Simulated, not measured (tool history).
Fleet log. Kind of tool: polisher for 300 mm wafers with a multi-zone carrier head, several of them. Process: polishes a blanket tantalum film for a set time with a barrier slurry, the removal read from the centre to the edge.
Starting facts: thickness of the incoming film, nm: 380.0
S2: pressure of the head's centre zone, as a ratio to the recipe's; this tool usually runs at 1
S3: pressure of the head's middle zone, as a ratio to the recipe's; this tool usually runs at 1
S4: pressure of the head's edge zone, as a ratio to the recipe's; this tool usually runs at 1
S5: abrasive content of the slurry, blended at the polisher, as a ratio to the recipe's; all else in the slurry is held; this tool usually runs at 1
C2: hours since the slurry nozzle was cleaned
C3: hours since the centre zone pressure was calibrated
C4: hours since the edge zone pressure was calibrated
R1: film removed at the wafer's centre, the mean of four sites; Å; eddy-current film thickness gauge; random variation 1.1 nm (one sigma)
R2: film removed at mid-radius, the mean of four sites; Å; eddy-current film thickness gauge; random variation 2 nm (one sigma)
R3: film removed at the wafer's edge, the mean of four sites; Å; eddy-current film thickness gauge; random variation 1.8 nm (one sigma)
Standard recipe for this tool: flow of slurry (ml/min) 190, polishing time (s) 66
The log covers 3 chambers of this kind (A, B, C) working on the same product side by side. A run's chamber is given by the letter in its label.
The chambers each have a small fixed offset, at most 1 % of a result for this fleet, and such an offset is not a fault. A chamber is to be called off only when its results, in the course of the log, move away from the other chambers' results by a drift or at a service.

Run 1A, day 0.475: usual settings; wafers polished on this pad 243; C2 433.7; C3 1176.2; C4 151.2. Result: R1 1497.6 Å, R2 1463.1 Å, R3 1455.7 Å.
Run 2C, day 0.858: usual settings; wafers polished on this pad 1015; C2 177.6; C3 700.5; C4 450. Result: R1 1473 Å, R2 1442.5 Å, R3 1458.1 Å.
At day 1.383: chamber A: centre zone pressure recalibrated.
Run 3B, day 1.45: usual settings; wafers polished on this pad 714; C2 539.4; C3 336.6; C4 120.3. Result: R1 1489.1 Å, R2 1458 Å, R3 1489.3 Å.
At day 1.583: chamber C: worn pad replaced by a new one.
Run 4A, day 1.946: usual settings; wafers polished on this pad 723; C2 469; C3 13.5; C4 186.5. Result: R1 1507.6 Å, R2 1483 Å, R3 1477 Å.
Run 5C, day 2.267: usual settings but flow of slurry (ml/min) 230, S4 1.1; wafers polished on this pad 223; C2 211.4; C3 734.3; C4 483.8. Result: R1 1535.8 Å, R2 1542 Å, R3 1573.4 Å.
Run 6B, day 2.658: usual settings but flow of slurry (ml/min) 230, S4 1.1; wafers polished on this pad 1108; C2 568.4; C3 365.6; C4 149.3. Result: R1 1522.5 Å, R2 1527.4 Å, R3 1593.2 Å.
Run 7B, day 3.271: usual settings but flow of slurry (ml/min) 230, S4 1.1; wafers polished on this pad 1309; C2 583.1; C3 380.3; C4 164. Result: R1 1553.2 Å, R2 1541.3 Å, R3 1643.9 Å.
At day 3.425: chamber B: worn pad replaced by a new one.
Run 8C, day 3.725: usual settings; wafers polished on this pad 699; C2 246.4; C3 769.3; C4 518.8. Result: R1 1481.8 Å, R2 1485 Å, R3 1443.2 Å.
Run 9A, day 4.083: usual settings; wafers polished on this pad 1422; C2 520.3; C3 64.8; C4 237.8. Result: R1 1488.5 Å, R2 1487.5 Å, R3 1494.7 Å.
At day 4.304: chamber A: worn pad replaced by a new one.
Run 10B, day 4.442: usual settings; wafers polished on this pad 332; C2 611.2; C3 408.4; C4 192.1. Result: R1 1505.3 Å, R2 1463.3 Å, R3 1492.6 Å.
At day 4.933: chamber B: centre zone pressure recalibrated.
Run 11C, day 4.962: usual settings; wafers polished on this pad 1104; C2 276.1; C3 799; C4 548.5. Result: R1 1470.9 Å, R2 1461.8 Å, R3 1478.4 Å.
Run 12A, day 5.262: usual settings; wafers polished on this pad 313; C2 548.6; C3 93.1; C4 266.1. Result: R1 1496.2 Å, R2 1502 Å, R3 1493.9 Å.
Run 13C, day 5.808: usual settings; wafers polished on this pad 1380; C2 296.4; C3 819.3; C4 568.8. Result: R1 1464.3 Å, R2 1501.1 Å, R3 1464.8 Å.
At day 5.875: chamber C: worn pad replaced by a new one.
Run 14A, day 6.35: usual settings but S5 1.15, polishing time (s) 56; wafers polished on this pad 668; C2 574.7; C3 119.2; C4 292.2. Result: R1 1328.5 Å, R2 1325.7 Å, R3 1304.2 Å.
Run 15B, day 6.842: usual settings but S5 1.15, polishing time (s) 56; wafers polished on this pad 1116; C2 668.8; C3 45.9; C4 249.7. Result: R1 1309.4 Å, R2 1286.5 Å, R3 1309.4 Å.
Run 16C, day 7.162: usual settings but S5 1.15, polishing time (s) 56; wafers polished on this pad 421; C2 328.9; C3 851.8; C4 601.3. Result: R1 1282.1 Å, R2 1326.1 Å, R3 1292.7 Å.
At day 7.375: chamber B: worn pad replaced by a new one.
Run 17A, day 7.712: usual settings; wafers polished on this pad 1113; C2 607.4; C3 151.9; C4 324.9. Result: R1 1514.7 Å, R2 1485.3 Å, R3 1511.8 Å.
Run 18B, day 8.225: usual settings but S3 0.91, polishing time (s) 74; wafers polished on this pad 278; C2 702; C3 79.1; C4 282.9. Result: R1 1652.9 Å, R2 1558.8 Å, R3 1679.3 Å.
Run 19B, day 8.662: usual settings but S3 0.91, polishing time (s) 74; wafers polished on this pad 421; C2 712.5; C3 89.6; C4 293.4. Result: R1 1651.5 Å, R2 1529.5 Å, R3 1663.1 Å.
At day 8.904: chamber A: worn pad replaced by a new one.
Run 20A, day 9.217: usual settings but S3 0.91, polishing time (s) 74; wafers polished on this pad 103; C2 643.5; C3 188; C4 361. Result: R1 1686.7 Å, R2 1537.5 Å, R3 1673.3 Å.
Run 21C, day 9.642: usual settings; wafers polished on this pad 1231; C2 388.4; C3 911.3; C4 660.8. Result: R1 1454.5 Å, R2 1471.6 Å, R3 1424.8 Å.
At day 10.062: chamber C: worn pad replaced by a new one.
Run 22B, day 10.079: usual settings; wafers polished on this pad 883; C2 746.5; C3 123.6; C4 327.4. Result: R1 1501.6 Å, R2 1456.6 Å, R3 1489.8 Å.
Run 23A, day 10.438: usual settings; wafers polished on this pad 502; C2 672.8; C3 217.3; C4 390.3. Result: R1 1499.7 Å, R2 1514.7 Å, R3 1473.6 Å.
Run 24C, day 10.904: usual settings; wafers polished on this pad 275; C2 418.7; C3 941.6; C4 691.1. Result: R1 1431.8 Å, R2 1453.1 Å, R3 1434.4 Å.
At day 11.121: chamber B: worn pad replaced by a new one.
Run 25A, day 11.388: usual settings; wafers polished on this pad 812; C2 695.6; C3 240.1; C4 413.1. Result: R1 1485.4 Å, R2 1478.7 Å, R3 1478.2 Å.
Run 26C, day 11.725: usual settings; wafers polished on this pad 543; C2 438.4; C3 961.3; C4 710.8. Result: R1 1429.6 Å, R2 1474.7 Å, R3 1417.2 Å.
Run 27B, day 12.129: usual settings; wafers polished on this pad 329; C2 795.7; C3 172.8; C4 376.6. Result: R1 1481.1 Å, R2 1473.1 Å, R3 1474.8 Å.
At day 12.429: chamber A: slurry nozzle cleaned.
Run 28C, day 12.479: usual settings but S3 1.07; wafers polished on this pad 790; C2 456.5; C3 979.4; C4 728.9. Result: R1 1435.3 Å, R2 1528.8 Å, R3 1449.3 Å.
At day 12.842: chamber A: worn pad replaced by a new one.
Run 29B, day 13.071: usual settings but S3 1.07; wafers polished on this pad 637; C2 818.3; C3 195.4; C4 399.2. Result: R1 1465.8 Å, R2 1598.3 Å, R3 1508.5 Å.
Run 30A, day 13.567: usual settings but S3 1.07; wafers polished on this pad 238; C2 27.4; C3 292.4; C4 465.4. Result: R1 1518.8 Å, R2 1599.6 Å, R3 1509.1 Å.
Run 31C, day 14.162: usual settings; wafers polished on this pad 1340; C2 496.9; C3 1019.8; C4 769.3. Result: R1 1413.3 Å, R2 1416.9 Å, R3 1433.4 Å.
At day 14.217: chamber C: worn pad replaced by a new one.
At day 14.396: chamber B: worn pad replaced by a new one.
Run 32A, day 14.521: usual settings; wafers polished on this pad 549; C2 50.3; C3 315.3; C4 488.3. Result: R1 1502.4 Å, R2 1490.4 Å, R3 1509.7 Å.
Run 33B, day 14.921: usual settings; wafers polished on this pad 172; C2 862.7; C3 239.8; C4 443.6. Result: R1 1485.9 Å, R2 1462.9 Å, R3 1462.5 Å.
Run 34A, day 15.475: usual settings; wafers polished on this pad 861; C2 73.2; C3 338.2; C4 511.2. Result: R1 1501.2 Å, R2 1515 Å, R3 1499.9 Å.
Run 35C, day 15.992: usual settings; wafers polished on this pad 581; C2 540.8; C3 1063.7; C4 813.2. Result: R1 1407.6 Å, R2 1428.2 Å, R3 1444 Å.
Run 36B, day 16.446: usual settings; wafers polished on this pad 670; C2 899.3; C3 276.4; C4 480.2. Result: R1 1475.4 Å, R2 1483.7 Å, R3 1525.6 Å.

For the next run the whole fleet of 3 chambers uses the same settings. Give each chamber's results:
Run 37A, day 16.896: usual settings. Result: R1 ?, R2 ?, R3 ?.
Run 37B, day 16.896: usual settings. Result: R1 ?, R2 ?, R3 ?.
Run 37C, day 16.896: usual settings. Result: R1 ?, R2 ?, R3 ?.

run      R1      R2      R3
37A  1500.6  1486.4  1507.4
37B    1494  1500.1  1490.3
37C  1401.4  1387.1    1416
